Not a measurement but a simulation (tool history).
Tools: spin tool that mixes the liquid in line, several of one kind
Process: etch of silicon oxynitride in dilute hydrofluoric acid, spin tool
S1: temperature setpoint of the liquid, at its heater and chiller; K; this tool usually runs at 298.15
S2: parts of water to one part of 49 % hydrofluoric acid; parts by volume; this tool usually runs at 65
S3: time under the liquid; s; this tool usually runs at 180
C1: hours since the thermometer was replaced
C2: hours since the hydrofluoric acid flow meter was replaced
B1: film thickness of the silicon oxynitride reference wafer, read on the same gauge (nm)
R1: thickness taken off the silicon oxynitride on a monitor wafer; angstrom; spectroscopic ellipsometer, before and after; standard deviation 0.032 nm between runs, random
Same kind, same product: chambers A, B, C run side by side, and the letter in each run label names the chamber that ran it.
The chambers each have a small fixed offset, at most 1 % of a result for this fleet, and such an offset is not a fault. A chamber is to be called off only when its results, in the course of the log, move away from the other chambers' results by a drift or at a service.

run	day	S1	S2	S3	C1	C2	B1	R1
1B	0.275	298.15	65	180	1277.1	200.2	29.981	43.693
2A	0.583	298.15	65	180	401.0	17.8	30.010	42.777
3C	0.925	298.15	65	180	277.1	1664.4	29.994	42.692
4A	1.212	298.15	65	180	416.1	32.9	29.977	42.765
5B	1.479	298.15	65	180	1306.0	229.1	30.016	43.290
6C	1.708	298.15	65	180	295.9	1683.2	30.001	42.803
7A	1.942	298.15	65	180	433.6	50.4	30.001	42.817
8B	2.250	298.15	65	180	1324.5	247.6	29.995	43.571
9C	2.492	298.15	65	180	314.7	1702.0	29.999	42.969
10B	2.788	298.15	65	180	1337.4	260.5	30.006	43.670
11A	3.004	298.15	65	180	459.1	75.9	30.001	42.905
12C	3.275	298.15	65	180	333.5	1720.8	30.005	43.014
13B	3.575	298.15	65	180	1356.3	279.4	29.990	43.049
14C	3.833	298.15	65	180	346.9	1734.2	30.006	43.676
15A	4.021	298.15	65	180	483.5	100.3	30.013	43.427
16B	4.325	298.15	65	180	1374.3	297.4	30.006	43.204
17C	4.642	298.15	65	180	366.3	1753.6	29.991	43.009
18A	4.829	298.15	65	180	502.9	119.7	29.997	42.704
19C	5.112	298.15	65	180	377.6	1764.9	30.011	43.174
20B	5.329	298.15	65	180	1398.4	321.5	29.989	43.993
21A	5.596	298.15	65	180	521.3	138.1	30.023	43.157
22C	5.908	298.15	80	95	396.7	1784.0	30.001	18.321
23B	6.208	298.15	80	95	1419.5	342.6	29.985	18.311
# day 6.267: chamber C: hydrofluoric acid flow meter replaced
24A	6.492	298.15	80	95	542.8	159.6	29.993	18.370
25A	6.800	299.65	65	180	550.2	167.0	30.010	45.677
26B	7.121	299.65	65	180	1441.4	364.5	30.008	46.410
27C	7.279	299.65	65	180	429.6	24.4	30.001	46.361
28C	7.475	298.15	65	180	434.3	29.1	30.005	43.278
29A	7.721	298.15	65	180	572.3	189.1	30.005	42.824
30B	8.062	298.15	65	180	1464.0	387.1	30.004	43.116
31A	8.279	298.15	65	180	585.7	202.5	30.006	42.917
32C	8.467	298.15	85	110	458.1	52.9	30.007	20.184
33B	8.729	298.15	85	110	1480.0	403.1	30.016	20.122
34C	9.017	298.15	85	110	471.3	66.1	29.993	19.844
35A	9.329	298.15	65	180	610.9	227.7	29.997	42.618
36B	9.546	298.15	65	180	1499.6	422.7	29.997	43.455
37B	9.712	298.15	65	180	1503.6	426.7	29.994	42.929
38A	9.888	298.15	90	220	624.3	241.1	30.008	37.107
39C	10.038	298.15	90	220	495.8	90.6	29.992	37.253

One chamber off, gauge drift, or nothing amiss beyond the chambers' own small offsets? If it is a chamber, which one, and what is the likeliest cause?

All chambers stay in line apart from their small fixed offsets, and the gauge does not drift.

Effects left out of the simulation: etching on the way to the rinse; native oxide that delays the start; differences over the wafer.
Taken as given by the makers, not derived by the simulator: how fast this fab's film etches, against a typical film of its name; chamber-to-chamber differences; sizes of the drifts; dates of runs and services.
